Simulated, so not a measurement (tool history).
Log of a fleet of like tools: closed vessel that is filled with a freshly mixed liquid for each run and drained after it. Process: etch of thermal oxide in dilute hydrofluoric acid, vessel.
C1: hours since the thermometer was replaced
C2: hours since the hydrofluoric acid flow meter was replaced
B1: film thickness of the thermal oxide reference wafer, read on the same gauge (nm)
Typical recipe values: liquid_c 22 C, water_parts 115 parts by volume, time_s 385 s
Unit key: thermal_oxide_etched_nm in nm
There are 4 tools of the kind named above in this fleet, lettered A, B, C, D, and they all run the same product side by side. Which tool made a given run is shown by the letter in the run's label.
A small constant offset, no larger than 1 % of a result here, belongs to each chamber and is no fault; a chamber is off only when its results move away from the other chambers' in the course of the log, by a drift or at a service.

run 1D day=0.342 | liquid_c=22 water_parts=115 time_s=385 | C1=561.9 C2=825.6 | B1=150.01 | thermal_oxide_etched_nm=14.937
run 2C day=0.929 | liquid_c=22 water_parts=115 time_s=385 | C1=1209.9 C2=1462.3 | B1=149.99 | thermal_oxide_etched_nm=14.727
-- day=1.212 chamber B: hydrofluoric acid flow meter replaced
run 3B day=1.246 | liquid_c=22 water_parts=115 time_s=385 | C1=1050 C2=0.8 | B1=150 | thermal_oxide_etched_nm=14.717
run 4A day=1.617 | liquid_c=22 water_parts=115 time_s=385 | C1=1842.2 C2=292.7 | B1=149.97 | thermal_oxide_etched_nm=14.759
run 5B day=2.046 | liquid_c=22 water_parts=115 time_s=385 | C1=1069.2 C2=20 | B1=150.04 | thermal_oxide_etched_nm=14.676
run 6D day=2.492 | liquid_c=22 water_parts=115 time_s=385 | C1=613.5 C2=877.2 | B1=150.03 | thermal_oxide_etched_nm=14.946
run 7C day=2.792 | liquid_c=22 water_parts=115 time_s=385 | C1=1254.6 C2=1507 | B1=150.04 | thermal_oxide_etched_nm=14.704
run 8A day=3.183 | liquid_c=22 water_parts=115 time_s=385 | C1=1879.8 C2=330.3 | B1=150.01 | thermal_oxide_etched_nm=14.85
run 9A day=3.5 | liquid_c=22 water_parts=115 time_s=385 | C1=1887.4 C2=337.9 | B1=149.98 | thermal_oxide_etched_nm=14.746
run 10D day=3.838 | liquid_c=22 water_parts=115 time_s=385 | C1=645.8 C2=909.5 | B1=150.03 | thermal_oxide_etched_nm=14.969
run 11C day=4.25 | liquid_c=22 water_parts=115 time_s=385 | C1=1289.6 C2=1542 | B1=150 | thermal_oxide_etched_nm=14.705
run 12B day=4.554 | liquid_c=22 water_parts=115 time_s=385 | C1=1129.4 C2=80.2 | B1=150.02 | thermal_oxide_etched_nm=14.686
run 13D day=5.133 | liquid_c=22 water_parts=115 time_s=385 | C1=676.9 C2=940.6 | B1=150.04 | thermal_oxide_etched_nm=14.923
-- day=5.25 chamber B: thermometer replaced
run 14C day=5.462 | liquid_c=22 water_parts=115 time_s=385 | C1=1318.7 C2=1571.1 | B1=149.99 | thermal_oxide_etched_nm=14.704
run 15A day=6.025 | liquid_c=26.5 water_parts=115 time_s=180 | C1=1948 C2=398.5 | B1=150.01 | thermal_oxide_etched_nm=8.2537
run 16B day=6.6 | liquid_c=26.5 water_parts=115 time_s=180 | C1=32.5 C2=129.3 | B1=150.01 | thermal_oxide_etched_nm=8.1921
run 17B day=6.862 | liquid_c=26.5 water_parts=115 time_s=180 | C1=38.8 C2=135.6 | B1=150.03 | thermal_oxide_etched_nm=8.2143
run 18D day=7.317 | liquid_c=26.5 water_parts=115 time_s=180 | C1=729.3 C2=993 | B1=150.06 | thermal_oxide_etched_nm=8.3651
run 19C day=7.888 | liquid_c=22 water_parts=115 time_s=385 | C1=1376.9 C2=1629.3 | B1=149.98 | thermal_oxide_etched_nm=14.654
run 20A day=8.388 | liquid_c=22 water_parts=115 time_s=385 | C1=2004.7 C2=455.2 | B1=149.97 | thermal_oxide_etched_nm=14.779
run 21C day=8.95 | liquid_c=22 water_parts=115 time_s=385 | C1=1402.4 C2=1654.8 | B1=150.01 | thermal_oxide_etched_nm=14.69
run 22A day=9.254 | liquid_c=22 water_parts=115 time_s=385 | C1=2025.5 C2=476 | B1=150.01 | thermal_oxide_etched_nm=14.733
run 23B day=9.838 | liquid_c=22 water_parts=115 time_s=385 | C1=110.2 C2=207 | B1=149.92 | thermal_oxide_etched_nm=14.726
run 24D day=10.158 | liquid_c=22 water_parts=115 time_s=385 | C1=797.5 C2=1061.2 | B1=150 | thermal_oxide_etched_nm=14.947
run 25D day=10.517 | liquid_c=22 water_parts=115 time_s=385 | C1=806.1 C2=1069.8 | B1=149.99 | thermal_oxide_etched_nm=15.009
-- day=10.629 chamber D: thermometer replaced
run 26A day=10.788 | liquid_c=20 water_parts=115 time_s=385 | C1=2062.3 C2=512.8 | B1=150.01 | thermal_oxide_etched_nm=13.685
run 27B day=11.079 | liquid_c=20 water_parts=115 time_s=385 | C1=140 C2=236.8 | B1=149.99 | thermal_oxide_etched_nm=13.609
run 28C day=11.45 | liquid_c=20 water_parts=115 time_s=385 | C1=1462.4 C2=1714.8 | B1=150 | thermal_oxide_etched_nm=13.599
run 29B day=11.812 | liquid_c=20 water_parts=115 time_s=385 | C1=157.6 C2=254.4 | B1=149.97 | thermal_oxide_etched_nm=13.721
run 30A day=12.175 | liquid_c=22 water_parts=115 time_s=385 | C1=2095.6 C2=546.1 | B1=149.99 | thermal_oxide_etched_nm=14.85
run 31D day=12.704 | liquid_c=22 water_parts=115 time_s=385 | C1=49.9 C2=1122.3 | B1=150 | thermal_oxide_etched_nm=14.867
run 32C day=13.079 | liquid_c=22 water_parts=115 time_s=385 | C1=1501.5 C2=1753.9 | B1=149.99 | thermal_oxide_etched_nm=14.813
run 33A day=13.529 | liquid_c=24 water_parts=165 time_s=385 | C1=2128.1 C2=578.6 | B1=150 | thermal_oxide_etched_nm=10.552
run 34D day=13.846 | liquid_c=24 water_parts=165 time_s=385 | C1=77.3 C2=1149.7 | B1=149.98 | thermal_oxide_etched_nm=10.557
run 35C day=14.35 | liquid_c=24 water_parts=165 time_s=385 | C1=1532 C2=1784.4 | B1=149.99 | thermal_oxide_etched_nm=10.515
run 36B day=14.938 | liquid_c=24 water_parts=165 time_s=385 | C1=232.6 C2=329.4 | B1=149.99 | thermal_oxide_etched_nm=10.443
-- day=15.138 chamber A: hydrofluoric acid flow meter replaced
run 37A day=15.3 | liquid_c=22 water_parts=115 time_s=385 | C1=2170.6 C2=4 | B1=150.02 | thermal_oxide_etched_nm=14.745
run 38B day=15.738 | liquid_c=22 water_parts=115 time_s=385 | C1=251.8 C2=348.6 | B1=150.04 | thermal_oxide_etched_nm=14.75
run 39D day=16.304 | liquid_c=22 water_parts=115 time_s=385 | C1=136.3 C2=1208.7 | B1=150.02 | thermal_oxide_etched_nm=14.999
run 40C day=16.617 | liquid_c=22 water_parts=115 time_s=385 | C1=1586.4 C2=1838.8 | B1=149.96 | thermal_oxide_etched_nm=14.765
run 41B day=17.104 | liquid_c=22 water_parts=115 time_s=305 | C1=284.6 C2=381.4 | B1=149.99 | thermal_oxide_etched_nm=11.559
run 42D day=17.596 | liquid_c=22 water_parts=115 time_s=305 | C1=167.3 C2=1239.7 | B1=150.01 | thermal_oxide_etched_nm=11.853
run 43A day=17.979 | liquid_c=22 water_parts=115 time_s=305 | C1=2234.9 C2=68.3 | B1=149.97 | thermal_oxide_etched_nm=11.72
run 44C day=18.288 | liquid_c=22 water_parts=115 time_s=305 | C1=1626.5 C2=1878.9 | B1=150.01 | thermal_oxide_etched_nm=11.674

Predict what each chamber gives when all 4 of them run the settings below next.
run 45A day=18.704 | liquid_c=22 water_parts=115 time_s=385 | thermal_oxide_etched_nm=?
run 45B day=18.704 | liquid_c=22 water_parts=115 time_s=385 | thermal_oxide_etched_nm=?
run 45C day=18.704 | liquid_c=22 water_parts=115 time_s=385 | thermal_oxide_etched_nm=?
run 45D day=18.704 | liquid_c=22 water_parts=115 time_s=385 | thermal_oxide_etched_nm=?

run=45A thermal_oxide_etched_nm=14.768
run=45B thermal_oxide_etched_nm=14.735
run=45C thermal_oxide_etched_nm=14.72
run=45D thermal_oxide_etched_nm=14.859
